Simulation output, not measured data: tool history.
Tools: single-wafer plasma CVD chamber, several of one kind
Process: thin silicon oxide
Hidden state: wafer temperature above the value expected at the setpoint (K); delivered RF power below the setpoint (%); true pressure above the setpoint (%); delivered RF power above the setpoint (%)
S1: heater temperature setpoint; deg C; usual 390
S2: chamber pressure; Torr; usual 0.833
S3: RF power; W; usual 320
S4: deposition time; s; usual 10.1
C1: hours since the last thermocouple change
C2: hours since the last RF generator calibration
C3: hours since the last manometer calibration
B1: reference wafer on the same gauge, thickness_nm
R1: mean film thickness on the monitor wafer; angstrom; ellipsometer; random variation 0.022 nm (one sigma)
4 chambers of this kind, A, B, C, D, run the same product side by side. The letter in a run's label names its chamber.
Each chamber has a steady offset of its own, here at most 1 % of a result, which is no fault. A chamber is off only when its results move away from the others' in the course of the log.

run,hour,S1,S2,S3,S4,C1,C2,C3,B1,R1
1D,4.4,390,0.833,320,10.1,364.4,406.2,354.1,22.896,199.53
2B,13,390,0.833,320,10.1,1027.1,1111.7,423.4,22.888,197.59
# hour 13.5: chamber B: thermocouple changed; heater temperature recalibrated
3C,21.5,390,0.833,320,10.1,409.9,623.8,30.2,22.894,198.61
4A,30.4,390,0.833,320,10.1,442.9,911.4,1900.3,22.888,200.49
5C,36.8,390,0.833,320,10.1,425.2,639.1,45.5,22.879,197.65
6B,44.1,390,0.833,320,10.1,30.6,1142.8,454.5,22.878,197.69
7D,49.3,390,0.833,320,10.1,409.3,451.1,399,22.88,199.73
8A,54.4,390,0.833,320,10.1,466.9,935.4,1924.3,22.875,200.06
9C,61,390,0.833,320,10.1,449.4,663.3,69.7,22.873,197.72
10B,69.7,390,0.833,320,10.1,56.2,1168.4,480.1,22.866,197.65
# hour 74.2: chamber B: RF generator calibrated
11D,78,390,0.833,320,10.1,438,479.8,427.7,22.87,199.5
12A,85.5,390,0.833,320,10.1,498,966.5,1955.4,22.857,199.64
13C,94.2,390,0.833,375,10.1,482.6,696.5,102.9,22.85,209.69
14A,103.4,390,0.833,375,10.1,515.9,984.4,1973.3,22.857,212.28
15B,111.2,390,0.833,375,10.1,97.7,37,521.6,22.849,210.08
16D,118.7,390,0.833,375,10.1,478.7,520.5,468.4,22.845,211.77
17B,125.8,390,0.833,320,10.1,112.3,51.6,536.2,22.844,197.39
18C,132.3,390,0.833,320,10.1,520.7,734.6,141,22.836,197.24
19A,140.5,390,0.833,320,10.1,553,1021.5,2010.4,22.838,199.89
20D,145.2,390,0.833,320,10.1,505.2,547,494.9,22.832,198.99
21D,149.7,390,0.747,320,10.1,509.7,551.5,499.4,22.832,179.49
22C,159,390,0.747,320,10.1,547.4,761.3,167.7,22.831,178.42
23B,163.4,390,0.747,320,10.1,149.9,89.2,573.8,22.822,177.98
24A,172.4,390,0.747,320,10.1,584.9,1053.4,2042.3,22.825,179.86
25C,176.5,390,0.833,320,10.1,564.9,778.8,185.2,22.818,197.4
26B,183.6,390,0.833,320,10.1,170.1,109.4,594,22.825,197.22
27A,190.9,390,0.833,320,10.1,603.4,1071.9,2060.8,22.813,199.11
28D,197.9,390,0.833,320,10.1,557.9,599.7,547.6,22.804,198.45
29A,206.6,390,0.833,320,10.1,619.1,1087.6,2076.5,22.802,199.28
30D,212,390,0.833,320,10.1,572,613.8,561.7,22.809,198.63
31B,220.9,390,0.833,320,10.1,207.4,146.7,631.3,22.798,196.96
32C,226.5,390,0.833,320,10.1,614.9,828.8,235.2,22.801,197.32

Is one chamber off against the others, does the gauge drift, or is nothing wrong? If a chamber is off, say which, and what the likeliest cause is.

The gauge drifts, so all chambers seem to drift together. No chamber is off.
Cause: gauge reads low (%) = 0.463.

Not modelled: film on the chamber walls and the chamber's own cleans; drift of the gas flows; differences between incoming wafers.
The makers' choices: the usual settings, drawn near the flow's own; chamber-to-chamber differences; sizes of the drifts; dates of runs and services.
